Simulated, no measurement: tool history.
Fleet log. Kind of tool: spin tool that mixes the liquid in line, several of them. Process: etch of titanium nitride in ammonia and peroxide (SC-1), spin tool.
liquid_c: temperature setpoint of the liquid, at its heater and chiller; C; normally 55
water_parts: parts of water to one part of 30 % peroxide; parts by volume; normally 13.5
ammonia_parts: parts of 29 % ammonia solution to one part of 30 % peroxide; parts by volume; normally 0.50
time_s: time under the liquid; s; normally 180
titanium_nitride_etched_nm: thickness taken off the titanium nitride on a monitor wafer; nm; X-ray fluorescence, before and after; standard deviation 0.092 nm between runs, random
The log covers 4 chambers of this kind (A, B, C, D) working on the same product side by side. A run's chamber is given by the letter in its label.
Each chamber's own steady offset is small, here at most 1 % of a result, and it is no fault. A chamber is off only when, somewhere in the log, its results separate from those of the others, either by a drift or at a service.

run	hour	liquid_c	water_parts	ammonia_parts	time_s	read-back film thickness of the titanium nitride reference wafer, read on the same gauge (nm)	titanium_nitride_etched_nm
1A	7.0	55	13.5	0.50	180	39.969	12.2430
2C	15.8	55	13.5	0.50	180	40.004	12.2590
# hour 19.9: chamber C: thermometer replaced
3D	20.3	55	13.5	0.50	180	39.968	12.2430
4B	28.2	55	13.5	0.50	180	40.002	12.2400
5D	37.8	55	13.5	0.50	180	39.965	12.1220
6C	46.1	55	10.5	0.50	255	40.007	19.7920
7A	55.4	55	10.5	0.50	255	39.977	19.7490
8B	60.7	55	10.5	0.50	255	40.009	19.8010
9C	68.4	55	10.5	0.50	255	40.004	19.7570
10A	75.2	55	13.5	0.50	180	39.993	12.2130
11B	81.9	55	13.5	0.50	180	40.003	12.1330
12D	87.8	55	13.5	0.50	240	39.998	16.4970
13A	96.3	55	13.5	0.50	240	40.011	16.2080
# hour 96.6: chamber A: new drum of ammonia solution connected
# hour 105.9: chamber C: new drum of ammonia solution connected
14B	106.2	55	13.5	0.50	240	39.952	16.2480
15C	111.7	55	13.5	0.50	240	40.004	16.2160
16D	120.9	55	13.5	0.50	180	39.963	12.1740
17D	130.0	55	13.5	0.50	180	40.009	12.2390
18A	135.6	47	20.0	0.50	180	39.994	5.6931
19C	143.1	47	20.0	0.50	180	39.960	5.6294
20B	147.5	47	20.0	0.50	180	39.987	5.5849
21A	156.5	47	20.0	0.50	180	40.013	5.7220
# hour 157.4: chamber D: ammonia flow meter replaced
22B	160.8	55	16.0	0.50	110	40.014	6.7259
23D	169.0	55	16.0	0.50	110	40.022	6.6052
24C	175.7	55	16.0	0.50	110	39.998	6.8053
25A	181.9	55	16.0	0.50	110	40.026	6.7664
# hour 183.3: chamber B: new drum of ammonia solution connected
26D	186.1	55	13.5	0.50	180	40.007	11.9860
27C	195.8	55	13.5	0.50	255	39.991	17.0950
28B	201.9	55	13.5	0.50	255	39.985	17.2050
29B	206.6	55	13.5	0.50	255	40.002	17.2050
30C	211.8	55	13.5	0.50	255	39.991	16.9840
31D	219.2	55	13.5	0.50	180	40.019	11.9030
32A	228.8	55	7.5	0.65	180	39.988	17.0940
33B	237.1	55	7.5	0.65	180	40.018	17.1180
34D	241.8	55	7.5	0.65	180	40.030	16.5650
35A	250.1	55	7.5	0.65	180	39.988	17.2670
36C	258.2	55	13.5	0.50	180	39.988	12.0800
37C	265.0	55	13.5	0.25	245	39.998	14.2200
38D	270.9	55	13.5	0.25	245	40.029	13.8620
39A	277.8	55	13.5	0.25	245	39.995	14.4960
40B	286.6	55	13.5	0.25	245	39.988	14.6130
41A	291.6	55	13.5	0.50	180	40.017	12.3450
42B	298.5	55	13.5	0.50	180	40.000	12.2150
43C	305.2	55	13.5	0.50	180	39.999	12.2440
44D	314.0	55	13.5	0.50	180	39.999	11.5210

Predict what each chamber gives when all 4 of them run the settings below next.
45A	321.1	55	7.5	0.50	180		?
45B	321.1	55	7.5	0.50	180		?
45C	321.1	55	7.5	0.50	180		?
45D	321.1	55	7.5	0.50	180		?

run	titanium_nitride_etched_nm
45A	16.3460
45B	16.6530
45C	16.8630
45D	15.7120
